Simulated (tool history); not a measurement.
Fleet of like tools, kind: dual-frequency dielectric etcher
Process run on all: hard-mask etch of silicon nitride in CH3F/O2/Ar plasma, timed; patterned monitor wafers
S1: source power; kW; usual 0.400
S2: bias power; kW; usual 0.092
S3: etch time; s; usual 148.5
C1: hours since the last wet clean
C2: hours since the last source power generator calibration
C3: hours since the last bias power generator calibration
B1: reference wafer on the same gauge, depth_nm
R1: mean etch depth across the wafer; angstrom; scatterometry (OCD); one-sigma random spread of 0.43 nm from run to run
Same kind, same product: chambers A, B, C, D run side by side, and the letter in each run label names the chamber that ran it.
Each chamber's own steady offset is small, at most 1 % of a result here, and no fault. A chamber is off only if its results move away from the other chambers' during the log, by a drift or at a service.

run 1D day=0.421 | S1=0.400 S2=0.092 S3=148.5 | C1=15.3 C2=703.2 C3=883.6 | B1=128.04 | R1=1131.4
run 2B day=0.871 | S1=0.400 S2=0.092 S3=148.5 | C1=361.7 C2=1063.0 C3=1084.1 | B1=128.02 | R1=1134.4
run 3A day=1.308 | S1=0.400 S2=0.092 S3=148.5 | C1=329.5 C2=2708.7 C3=877.9 | B1=128.06 | R1=1143.2
run 4C day=1.533 | S1=0.400 S2=0.092 S3=148.5 | C1=127.7 C2=686.5 C3=1182.4 | B1=128.00 | R1=1136.6
run 5A day=1.917 | S1=0.400 S2=0.092 S3=148.5 | C1=344.1 C2=2723.3 C3=892.5 | B1=128.14 | R1=1133.3
run 6B day=2.375 | S1=0.400 S2=0.092 S3=148.5 | C1=397.8 C2=1099.1 C3=1120.2 | B1=128.16 | R1=1136.9
run 7C day=2.796 | S1=0.400 S2=0.080 S3=190.5 | C1=158.0 C2=716.8 C3=1212.7 | B1=128.09 | R1=1381.6
run 8D day=3.029 | S1=0.400 S2=0.080 S3=190.5 | C1=77.9 C2=765.8 C3=946.2 | B1=127.92 | R1=1377.2
run 9C day=3.333 | S1=0.400 S2=0.080 S3=190.5 | C1=170.9 C2=729.7 C3=1225.6 | B1=127.89 | R1=1398.4
run 10B day=3.562 | S1=0.400 S2=0.080 S3=190.5 | C1=426.3 C2=1127.6 C3=1148.7 | B1=128.04 | R1=1391.7
run 11D day=4.017 | S1=0.400 S2=0.092 S3=148.5 | C1=101.6 C2=789.5 C3=969.9 | B1=127.85 | R1=1130.3
-- day=4.204 chamber A: wet clean of the chamber
run 12A day=4.396 | S1=0.400 S2=0.092 S3=148.5 | C1=4.6 C2=2782.8 C3=952.0 | B1=128.05 | R1=1137.7
run 13B day=4.812 | S1=0.400 S2=0.092 S3=148.5 | C1=456.3 C2=1157.6 C3=1178.7 | B1=128.10 | R1=1134.3
run 14C day=5.212 | S1=0.400 S2=0.099 S3=148.5 | C1=216.0 C2=774.8 C3=1270.7 | B1=128.04 | R1=1151.0
run 15A day=5.654 | S1=0.400 S2=0.099 S3=148.5 | C1=34.8 C2=2813.0 C3=982.2 | B1=127.96 | R1=1167.5
run 16D day=5.921 | S1=0.400 S2=0.099 S3=148.5 | C1=147.3 C2=835.2 C3=1015.6 | B1=127.89 | R1=1157.1
run 17B day=6.375 | S1=0.400 S2=0.099 S3=148.5 | C1=493.8 C2=1195.1 C3=1216.2 | B1=127.91 | R1=1157.2
run 18A day=6.808 | S1=0.400 S2=0.092 S3=148.5 | C1=62.5 C2=2840.7 C3=1009.9 | B1=128.00 | R1=1144.7
run 19D day=7.112 | S1=0.400 S2=0.092 S3=148.5 | C1=175.9 C2=863.8 C3=1044.2 | B1=127.94 | R1=1129.8
run 20C day=7.438 | S1=0.400 S2=0.092 S3=148.5 | C1=269.4 C2=828.2 C3=1324.1 | B1=128.04 | R1=1120.5
run 21B day=7.750 | S1=0.400 S2=0.092 S3=148.5 | C1=526.8 C2=1228.1 C3=1249.2 | B1=128.02 | R1=1138.6
run 22C day=8.088 | S1=0.400 S2=0.092 S3=148.5 | C1=285.0 C2=843.8 C3=1339.7 | B1=127.96 | R1=1103.2
-- day=8.092 chamber B: wet clean of the chamber
run 23A day=8.379 | S1=0.400 S2=0.092 S3=148.5 | C1=100.2 C2=2878.4 C3=1047.6 | B1=127.99 | R1=1139.9
run 24D day=8.817 | S1=0.400 S2=0.092 S3=148.5 | C1=216.8 C2=904.7 C3=1085.1 | B1=127.91 | R1=1124.1
run 25C day=9.179 | S1=0.330 S2=0.092 S3=164.0 | C1=311.2 C2=870.0 C3=1365.9 | B1=127.99 | R1=1137.3
run 26B day=9.412 | S1=0.330 S2=0.092 S3=164.0 | C1=31.7 C2=1268.0 C3=1289.1 | B1=127.96 | R1=1171.9
run 27D day=9.750 | S1=0.330 S2=0.092 S3=164.0 | C1=239.2 C2=927.1 C3=1107.5 | B1=128.01 | R1=1164.0
run 28A day=9.996 | S1=0.330 S2=0.092 S3=164.0 | C1=139.0 C2=2917.2 C3=1086.4 | B1=128.02 | R1=1171.4
run 29B day=10.229 | S1=0.400 S2=0.092 S3=148.5 | C1=51.3 C2=1287.6 C3=1308.7 | B1=127.93 | R1=1130.8

All 4 chambers run these settings next. Forecast each chamber's results:
run 30A day=10.567 | S1=0.400 S2=0.073 S3=148.5 | R1=?
run 30B day=10.567 | S1=0.400 S2=0.073 S3=148.5 | R1=?
run 30C day=10.567 | S1=0.400 S2=0.073 S3=148.5 | R1=?
run 30D day=10.567 | S1=0.400 S2=0.073 S3=148.5 | R1=?

run=30A R1=1051.2
run=30B R1=1052.7
run=30C R1=1007.5
run=30D R1=1041.9

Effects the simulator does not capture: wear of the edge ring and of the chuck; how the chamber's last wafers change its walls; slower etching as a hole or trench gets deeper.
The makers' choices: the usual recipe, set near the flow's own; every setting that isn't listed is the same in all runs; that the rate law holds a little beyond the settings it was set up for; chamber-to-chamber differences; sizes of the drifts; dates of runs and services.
